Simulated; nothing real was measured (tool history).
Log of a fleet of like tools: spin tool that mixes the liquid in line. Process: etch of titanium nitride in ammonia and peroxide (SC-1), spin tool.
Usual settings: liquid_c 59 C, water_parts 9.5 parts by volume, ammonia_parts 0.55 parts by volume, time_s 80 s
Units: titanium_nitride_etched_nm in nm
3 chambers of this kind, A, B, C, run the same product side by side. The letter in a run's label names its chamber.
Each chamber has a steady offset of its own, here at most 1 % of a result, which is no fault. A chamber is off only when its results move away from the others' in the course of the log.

run	day	liquid_c	water_parts	ammonia_parts	time_s	hours since the thermometer was replaced	hours since the ammonia flow meter was replaced	hours since the heated supply line was repaired	hours since the drum of ammonia solution was connected	read-back film thickness of the titanium nitride reference wafer, read on the same gauge (nm)	titanium_nitride_etched_nm
1A	0.212	59	9.5	0.55	80	39.2	151.9	528.2	946.1	120.01	17.1120
2B	0.321	59	9.5	0.55	80	1285.3	644.1	1088.8	415.4	120.00	17.3820
3C	0.538	59	9.5	0.55	80	424.7	36.9	1288.6	255.4	120.03	17.2650
4C	0.688	59	9.5	0.55	80	428.3	40.5	1292.2	259.0	120.00	17.4720
5A	0.825	59	9.5	0.55	80	53.9	166.6	542.9	960.8	119.97	17.1680
6B	1.038	59	9.5	0.55	80	1302.5	661.3	1106.0	432.6	119.99	17.3840
7A	1.158	59	9.5	0.55	80	61.9	174.6	550.9	968.8	120.05	17.2360
8B	1.392	59	9.5	0.55	80	1311.0	669.8	1114.5	441.1	120.00	17.2450
9C	1.529	59	13.5	0.55	80	448.5	60.7	1312.4	279.2	120.00	14.1130
# day 1.654: chamber B: ammonia flow meter replaced
10B	1.708	59	13.5	0.55	80	1318.6	1.3	1122.1	448.7	119.96	14.3220
11C	1.892	59	13.5	0.55	80	457.2	69.4	1321.1	287.9	120.04	14.2900
12A	2.117	59	9.5	0.55	80	84.9	197.6	573.9	991.8	119.98	17.2640
13C	2.312	59	9.5	0.55	80	467.3	79.5	1331.2	298.0	120.05	17.1260
14A	2.496	59	9.5	0.55	80	94.0	206.7	583.0	1000.9	120.00	16.8820
15B	2.646	59	9.5	0.55	80	1341.1	23.8	1144.6	471.2	119.98	17.1050
16B	2.862	59	9.5	0.55	80	1346.3	29.0	1149.8	476.4	120.00	17.1830
# day 2.921: chamber C: new drum of ammonia solution connected
17A	3.054	59	9.5	0.55	80	107.4	220.1	596.4	1014.3	120.06	17.2850
18C	3.233	59	9.5	0.55	80	489.4	101.6	1353.3	7.6	119.96	17.1740
# day 3.371: chamber A: new drum of ammonia solution connected
19C	3.458	59	9.5	0.55	80	494.8	107.0	1358.7	13.0	120.00	17.1740
20B	3.688	59	9.5	0.55	80	1366.1	48.8	1169.6	496.2	119.99	16.8590
21A	3.896	59	9.5	0.55	80	127.6	240.3	616.6	12.7	120.02	17.1410
22A	4.033	59	9.5	0.55	80	130.9	243.6	619.9	16.0	120.03	17.0050
23B	4.162	59	9.5	0.55	80	1377.5	60.2	1181.0	507.6	120.00	16.8340
24C	4.288	59	7.0	0.25	80	514.7	126.9	1378.6	32.9	120.00	17.2660
25B	4.504	59	7.0	0.25	80	1385.7	68.4	1189.2	515.8	119.98	16.9680
26C	4.658	59	7.0	0.25	80	523.6	135.8	1387.5	41.8	119.97	17.6380
27A	4.879	59	9.5	0.55	80	151.2	263.9	640.2	36.3	119.99	17.1270
28A	5.075	59	9.5	0.55	80	155.9	268.6	644.9	41.0	120.05	17.2890
29C	5.254	59	9.5	0.55	80	537.9	150.1	1401.8	56.1	119.97	17.2730
30B	5.421	59	9.5	0.55	80	1407.7	90.4	1211.2	537.8	120.03	16.4900
31A	5.542	59	9.5	0.55	80	167.1	279.8	656.1	52.2	119.98	17.5910
32C	5.746	59	9.5	0.55	80	549.7	161.9	1413.6	67.9	120.01	17.0720
33B	5.950	59	9.5	0.55	80	1420.4	103.1	1223.9	550.5	120.01	16.7050
34A	6.154	59	9.5	0.55	80	181.8	294.5	670.8	66.9	120.01	17.3410
35C	6.321	53	9.5	0.55	50	563.5	175.7	1427.4	81.7	120.00	7.2518
36B	6.458	53	9.5	0.55	50	1432.6	115.3	1236.1	562.7	120.01	6.7920
37C	6.688	53	9.5	0.55	50	572.3	184.5	1436.2	90.5	120.03	7.1731
38A	6.892	59	9.5	0.55	80	199.5	312.2	688.5	84.6	120.07	17.3000
39B	7.121	59	9.5	0.55	80	1448.5	131.2	1252.0	578.6	120.01	16.2610
40B	7.292	59	9.5	0.55	80	1452.6	135.3	1256.1	582.7	120.00	16.1620
41A	7.479	59	9.5	0.55	80	213.6	326.3	702.6	98.7	120.01	17.3320
42C	7.671	59	9.5	0.80	80	595.9	208.1	1459.8	114.1	119.97	18.0610
43A	7.879	59	9.5	0.80	80	223.2	335.9	712.2	108.3	120.00	18.3870

What goes on in this fleet: one chamber off, a drifting gauge, or nothing beyond the chambers' own small offsets? Name the chamber and the cause, if any.

Chamber B drifts away from the others.
Cause: temperature lost on the way to the wafer (K) = 1.19.
The log may not tell that from: liquid colder than its thermometer reads (K).

Here are 4 candidates for chamber B's next run, each the usual settings with a change, their results left as question marks. Which one brings its results back in line with what the others give on the usual settings?
In line means no further than this from the other chambers' mean on the usual settings: titanium_nitride_etched_nm 0.4700 nm
44B-1	8.050	59	11.5	0.50	80						?
44B-2	8.050	60	9.5	0.55	80						?
44B-3	8.050	60	9.5	0.55	85						?
44B-4	8.050	59	9.5	0.55	75						?

The other chambers' mean on the usual settings: titanium_nitride_etched_nm 17.2100 nm
run	titanium_nitride_etched_nm
44B-1	14.2340
44B-2	17.1250
44B-3	18.1950
44B-4	15.0160
44B-2 brings the chamber back in line.
